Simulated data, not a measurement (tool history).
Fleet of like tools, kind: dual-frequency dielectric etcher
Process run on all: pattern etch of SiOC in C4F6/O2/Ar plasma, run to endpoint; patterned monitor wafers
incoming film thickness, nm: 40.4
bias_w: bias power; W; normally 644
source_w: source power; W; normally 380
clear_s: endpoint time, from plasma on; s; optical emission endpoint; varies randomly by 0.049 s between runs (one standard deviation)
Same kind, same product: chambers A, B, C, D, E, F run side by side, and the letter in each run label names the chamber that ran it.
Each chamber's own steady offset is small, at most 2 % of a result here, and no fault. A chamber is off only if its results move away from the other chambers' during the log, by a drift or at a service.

run   hour  bias_w  source_w  hours since the last wet clean  hours since the last bias power generator calibration  hours since the last source power generator calibration  clear_s
 1B    7.2     644       380                           339.7                                                 1170.9                                                   1038.3   12.496
 2F   14.4     644       380                           160.4                                                 1133.3                                                   1007.2   12.569
 3D   20.4     644       380                           591.8                                                 1281.0                                                   3978.4   12.394
      21.1  -- chamber D: wet clean of the chamber
 4A   27.9     644       380                           390.5                                                  529.3                                                   4077.2   12.753
 5C   33.7     758       300                           208.8                                                 3536.2                                                    463.6   12.916
 6E   42.6     758       300                            43.1                                                  257.3                                                   1493.9   12.792
 7D   49.0     758       300                            28.0                                                 1309.6                                                   4007.0   12.689
      52.0  -- chamber B: wet clean of the chamber
 8B   57.4     758       300                             5.5                                                 1221.1                                                   1088.5   12.808
 9E   64.5     758       300                            65.0                                                  279.2                                                   1515.8   12.823
10F   70.2     758       300                           216.2                                                 1189.1                                                   1063.0   12.807
11A   75.9     644       380                           438.5                                                  577.3                                                   4125.2   12.672
12C   83.0     644       380                           258.1                                                 3585.5                                                    512.9   12.697
13F   91.4     644       380                           237.4                                                 1210.3                                                   1084.2   12.547
14C  100.8     644       380                           275.9                                                 3603.3                                                    530.7   12.636
15D  107.3     644       380                            86.3                                                 1367.9                                                   4065.3   12.308
16A  117.1     644       380                           479.7                                                  618.5                                                   4166.4   12.783
17E  124.8     644       380                           125.3                                                  339.5                                                   1576.1   12.583
18B  134.0     588       280                            82.1                                                 1297.7                                                   1165.1   14.356
19B  144.6     588       280                            92.7                                                 1308.3                                                   1175.7   14.361
20D  155.8     588       280                           134.8                                                 1416.4                                                   4113.8   14.374
21F  166.5     588       280                           312.5                                                 1285.4                                                   1159.3   14.542
22E  175.5     588       280                           176.0                                                  390.2                                                   1626.8   14.567
23A  181.3     588       280                           543.9                                                  682.7                                                   4230.6   14.707
24C  192.4     644       380                           367.5                                                 3694.9                                                    622.3   12.700
25F  199.9     644       380                           345.9                                                 1318.8                                                   1192.7   12.530
26C  208.7     644       380                           383.8                                                 3711.2                                                    638.6   12.675
     209.4  -- chamber A: wet clean of the chamber
27D  214.3     644       380                           193.3                                                 1474.9                                                   4172.3   12.351
28E  223.2     644       420                           223.7                                                  437.9                                                   1674.5   12.110
29B  233.4     644       420                           181.5                                                 1397.1                                                   1264.5   12.000
30A  243.5     644       420                            34.2                                                  744.9                                                   4292.8   12.243
31D  250.9     644       420                           229.9                                                 1511.5                                                   4208.9   11.936
32F  256.8     644       420                           402.8                                                 1375.7                                                   1249.6   11.985
33B  263.0     644       420                           211.1                                                 1426.7                                                   1294.1   11.970
34A  272.9     644       380                            63.6                                                  774.3                                                   4322.2   12.742
35C  279.9     644       380                           455.0                                                 3782.4                                                    709.8   12.614
36E  287.4     644       380                           287.9                                                  502.1                                                   1738.7   12.684
37D  292.9     644       380                           271.9                                                 1553.5                                                   4250.9   12.330
38B  301.8     723       280                           249.9                                                 1465.5                                                   1332.9   13.289
39A  311.6     723       280                           102.3                                                  813.0                                                   4360.9   13.525
40E  317.9     723       280                           318.4                                                  532.6                                                   1769.2   13.472
41F  322.8     723       280                           468.8                                                 1441.7                                                   1315.6   13.390

Decide between three cases: one chamber stands off from its peers, the gauge reading all wafers drifts, or nothing is wrong past each chamber's small offset. Where a chamber is off, say which and what most likely put it there.

Nothing is wrong: each chamber keeps only its own small, steady offset and the gauge holds still.

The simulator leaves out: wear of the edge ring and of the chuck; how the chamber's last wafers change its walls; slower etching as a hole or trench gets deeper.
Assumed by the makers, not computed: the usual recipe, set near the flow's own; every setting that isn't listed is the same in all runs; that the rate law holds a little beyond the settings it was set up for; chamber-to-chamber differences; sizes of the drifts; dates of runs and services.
